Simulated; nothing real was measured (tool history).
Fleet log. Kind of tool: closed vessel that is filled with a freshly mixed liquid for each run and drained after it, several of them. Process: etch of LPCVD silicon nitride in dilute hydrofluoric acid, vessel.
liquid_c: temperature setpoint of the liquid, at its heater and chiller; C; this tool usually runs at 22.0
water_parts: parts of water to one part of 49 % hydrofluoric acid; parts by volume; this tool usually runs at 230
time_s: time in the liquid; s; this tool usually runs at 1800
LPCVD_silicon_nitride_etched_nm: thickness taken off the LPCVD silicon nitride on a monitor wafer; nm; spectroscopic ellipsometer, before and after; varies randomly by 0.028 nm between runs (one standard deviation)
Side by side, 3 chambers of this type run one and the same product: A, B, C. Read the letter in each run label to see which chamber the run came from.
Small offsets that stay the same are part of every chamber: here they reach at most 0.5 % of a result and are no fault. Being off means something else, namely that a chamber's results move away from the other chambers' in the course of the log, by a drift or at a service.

run	day	liquid_c	water_parts	time_s	hours since the thermometer was replaced	hours since the hydrofluoric acid flow meter was replaced	read-back film thickness of the LPCVD silicon nitride reference wafer, read on the same gauge (nm)	LPCVD_silicon_nitride_etched_nm
1A	0.542	22.0	230	1800	742.2	152.7	39.986	3.9358
2B	0.850	22.0	230	1800	642.0	1278.9	40.008	3.8777
3C	1.262	22.0	230	1800	652.5	553.9	39.994	3.9707
4A	1.829	22.0	230	1800	773.1	183.6	40.011	3.9195
5C	2.279	22.0	230	1800	676.9	578.3	39.983	3.9367
6B	2.804	22.0	230	1465	688.9	1325.8	40.009	3.1592
7C	3.329	22.0	230	1465	702.1	603.5	39.960	3.1593
8B	3.992	22.0	230	1465	717.4	1354.3	39.986	3.1459
9A	4.658	24.5	230	1480	841.0	251.5	40.001	3.7046
10B	5.075	24.5	230	1480	743.4	1380.3	40.002	3.7548
11A	5.633	24.5	230	1480	864.4	274.9	40.007	3.6498
12C	5.967	22.0	230	1800	765.4	666.8	39.977	3.8921
13C	6.279	22.0	230	1800	772.9	674.3	39.998	3.9307
14A	6.629	22.0	230	1800	888.3	298.8	39.996	3.8384
15B	6.933	22.0	230	2625	788.0	1424.9	40.016	5.6628
16B	7.483	22.0	230	2625	801.2	1438.1	39.998	5.6402
17C	7.921	22.0	230	2625	812.3	713.7	40.017	5.6392
18A	8.412	22.0	230	1800	931.1	341.6	40.006	3.8415
19B	8.879	22.0	230	1800	834.7	1471.6	40.000	3.8705
20C	9.325	22.0	230	1800	846.0	747.4	39.983	3.9135
21A	9.950	22.0	230	1800	968.0	378.5	39.986	3.7584
22C	10.629	22.0	230	1800	877.3	778.7	40.006	3.8867
23A	11.133	22.0	230	1800	996.4	406.9	39.976	3.7398
24B	11.604	22.0	230	1800	900.1	1537.0	40.003	3.8231
25A	11.988	22.0	230	1800	1016.9	427.4	39.975	3.7318
26B	12.379	22.0	230	1800	918.7	1555.6	39.998	3.8399
27C	12.783	22.0	230	1800	929.0	830.4	39.985	3.9105
28A	13.408	22.0	230	1800	1051.0	461.5	40.014	3.7346
29B	13.708	24.0	230	2500	950.6	1587.5	40.019	6.1784
# day 13.908: chamber C: hydrofluoric acid flow meter replaced
30C	14.304	24.0	230	2500	965.5	9.6	40.015	6.1882
31C	14.738	24.0	230	2500	975.9	20.0	39.984	6.1072
32A	15.371	20.5	230	1800	1098.1	508.6	40.003	3.3176
33B	16.050	20.5	230	1800	1006.8	1643.7	39.974	3.5261
34B	16.512	20.5	230	1800	1017.9	1654.8	39.984	3.5650
35A	17.079	22.0	230	1800	1139.1	549.6	39.977	3.6713
36C	17.546	22.0	230	1800	1043.3	87.4	39.983	3.9098

The same settings go to every chamber for the next run, one line per chamber below. Forecast the results for each:
37A	18.033	22.0	120	1800				?
37B	18.033	22.0	120	1800				?
37C	18.033	22.0	120	1800				?

run	LPCVD_silicon_nitride_etched_nm
37A	6.8679
37B	7.3767
37C	7.4491
